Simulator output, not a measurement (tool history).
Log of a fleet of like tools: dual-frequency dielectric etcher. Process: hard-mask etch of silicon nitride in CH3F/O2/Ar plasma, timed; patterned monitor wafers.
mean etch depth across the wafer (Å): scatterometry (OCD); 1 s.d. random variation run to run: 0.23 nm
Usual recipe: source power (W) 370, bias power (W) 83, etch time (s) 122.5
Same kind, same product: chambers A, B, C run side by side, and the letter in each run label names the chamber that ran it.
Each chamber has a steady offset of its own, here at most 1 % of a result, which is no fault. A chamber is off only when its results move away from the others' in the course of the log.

| run | hour | source power (W) | bias power (W) | etch time (s) | hours since the last wet clean | hours since the last source power generator calibration | hours since the last bias power generator calibration | read-back reference wafer on the same gauge, depth_nm | mean etch depth across the wafer (Å) |
|---|---|---|---|---|---|---|---|---|---|
| 1A | 6.5 | 370 | 83 | 122.5 | 230.6 | 919.2 | 66.0 | 104.41 | 878.82 |
| 2B | 11.0 | 370 | 83 | 122.5 | 296.9 | 1674.6 | 2096.3 | 104.40 | 875.23 |
| 3C | 16.2 | 370 | 83 | 122.5 | 293.7 | 2488.3 | 2704.4 | 104.36 | 868.89 |
| 4C | 23.8 | 370 | 83 | 122.5 | 301.3 | 2495.9 | 2712.0 | 104.43 | 870.41 |
| 5B | 30.9 | 370 | 83 | 122.5 | 316.8 | 1694.5 | 2116.2 | 104.36 | 880.27 |
| 6A | 39.6 | 370 | 83 | 122.5 | 263.7 | 952.3 | 99.1 | 104.40 | 880.37 |
| 7A | 48.3 | 370 | 83 | 122.5 | 272.4 | 961.0 | 107.8 | 104.37 | 881.73 |
| 8C | 56.4 | 370 | 74 | 136.5 | 333.9 | 2528.5 | 2744.6 | 104.39 | 934.02 |
| 9B | 64.2 | 370 | 74 | 136.5 | 350.1 | 1727.8 | 2149.5 | 104.43 | 940.07 |
| 10A | 70.2 | 370 | 74 | 136.5 | 294.3 | 982.9 | 129.7 | 104.40 | 950.64 |
| 11B | 76.2 | 370 | 83 | 122.5 | 362.1 | 1739.8 | 2161.5 | 104.35 | 878.36 |
| 12C | 83.4 | 370 | 83 | 122.5 | 360.9 | 2555.5 | 2771.6 | 104.37 | 872.04 |
| 13C | 90.7 | 370 | 83 | 122.5 | 368.2 | 2562.8 | 2778.9 | 104.45 | 871.61 |
| 14B | 99.3 | 370 | 83 | 122.5 | 385.2 | 1762.9 | 2184.6 | 104.45 | 879.86 |
| 15A | 107.8 | 370 | 83 | 122.5 | 331.9 | 1020.5 | 167.3 | 104.43 | 887.36 |
| 16A | 116.4 | 370 | 83 | 122.5 | 340.5 | 1029.1 | 175.9 | 104.44 | 890.39 |
| 17C | 122.4 | 370 | 83 | 122.5 | 399.9 | 2594.5 | 2810.6 | 104.34 | 871.82 |
| 18B | 129.8 | 370 | 103 | 122.5 | 415.7 | 1793.4 | 2215.1 | 104.40 | 951.19 |
| 19B | 134.2 | 370 | 103 | 122.5 | 420.1 | 1797.8 | 2219.5 | 104.31 | 950.16 |
| 20C | 142.4 | 370 | 103 | 122.5 | 419.9 | 2614.5 | 2830.6 | 104.41 | 944.43 |
| 21A | 147.7 | 370 | 83 | 122.5 | 371.8 | 1060.4 | 207.2 | 104.37 | 893.35 |
|  | 149.8 | chamber C: wet clean of the chamber |
| 22A | 152.3 | 370 | 83 | 122.5 | 376.4 | 1065.0 | 211.8 | 104.39 | 891.95 |
| 23B | 159.2 | 370 | 83 | 122.5 | 445.1 | 1822.8 | 2244.5 | 104.43 | 875.87 |
|  | 167.5 | chamber A: wet clean of the chamber |
| 24C | 167.8 | 370 | 83 | 122.5 | 18.0 | 2639.9 | 2856.0 | 104.46 | 874.97 |
| 25B | 173.3 | 370 | 83 | 122.5 | 459.2 | 1836.9 | 2258.6 | 104.37 | 876.38 |
| 26A | 177.5 | 370 | 83 | 122.5 | 10.1 | 1090.2 | 237.0 | 104.44 | 890.70 |
| 27C | 184.9 | 370 | 83 | 122.5 | 35.1 | 2657.0 | 2873.1 | 104.38 | 872.52 |
| 28A | 192.1 | 370 | 83 | 122.5 | 24.7 | 1104.8 | 251.6 | 104.36 | 891.84 |
| 29B | 199.6 | 370 | 83 | 122.5 | 485.5 | 1863.2 | 2284.9 | 104.41 | 876.86 |
| 30C | 207.1 | 370 | 83 | 122.5 | 57.3 | 2679.2 | 2895.3 | 104.38 | 873.03 |
| 31B | 214.1 | 370 | 83 | 122.5 | 500.0 | 1877.7 | 2299.4 | 104.41 | 881.83 |
| 32C | 221.3 | 370 | 83 | 122.5 | 71.5 | 2693.4 | 2909.5 | 104.38 | 871.74 |
| 33A | 227.8 | 370 | 83 | 122.5 | 60.4 | 1140.5 | 287.3 | 104.44 | 891.03 |
| 34C | 233.9 | 370 | 83 | 122.5 | 84.1 | 2706.0 | 2922.1 | 104.46 | 873.31 |
| 35A | 240.6 | 370 | 83 | 122.5 | 73.2 | 1153.3 | 300.1 | 104.41 | 893.95 |
| 36B | 247.7 | 370 | 83 | 122.5 | 533.6 | 1911.3 | 2333.0 | 104.35 | 880.01 |
| 37C | 252.3 | 370 | 83 | 122.5 | 102.5 | 2724.4 | 2940.5 | 104.41 | 873.73 |

Next, all 3 chambers run the settings below, one line each with question marks for the results. What does each chamber give?
| 38A | 258.8 | 370 | 83 | 122.5 |  |  |  |  | ? |
| 38B | 258.8 | 370 | 83 | 122.5 |  |  |  |  | ? |
| 38C | 258.8 | 370 | 83 | 122.5 |  |  |  |  | ? |

| run | mean etch depth across the wafer (Å) |
|---|---|
| 38A | 897.61 |
| 38B | 878.84 |
| 38C | 879.66 |

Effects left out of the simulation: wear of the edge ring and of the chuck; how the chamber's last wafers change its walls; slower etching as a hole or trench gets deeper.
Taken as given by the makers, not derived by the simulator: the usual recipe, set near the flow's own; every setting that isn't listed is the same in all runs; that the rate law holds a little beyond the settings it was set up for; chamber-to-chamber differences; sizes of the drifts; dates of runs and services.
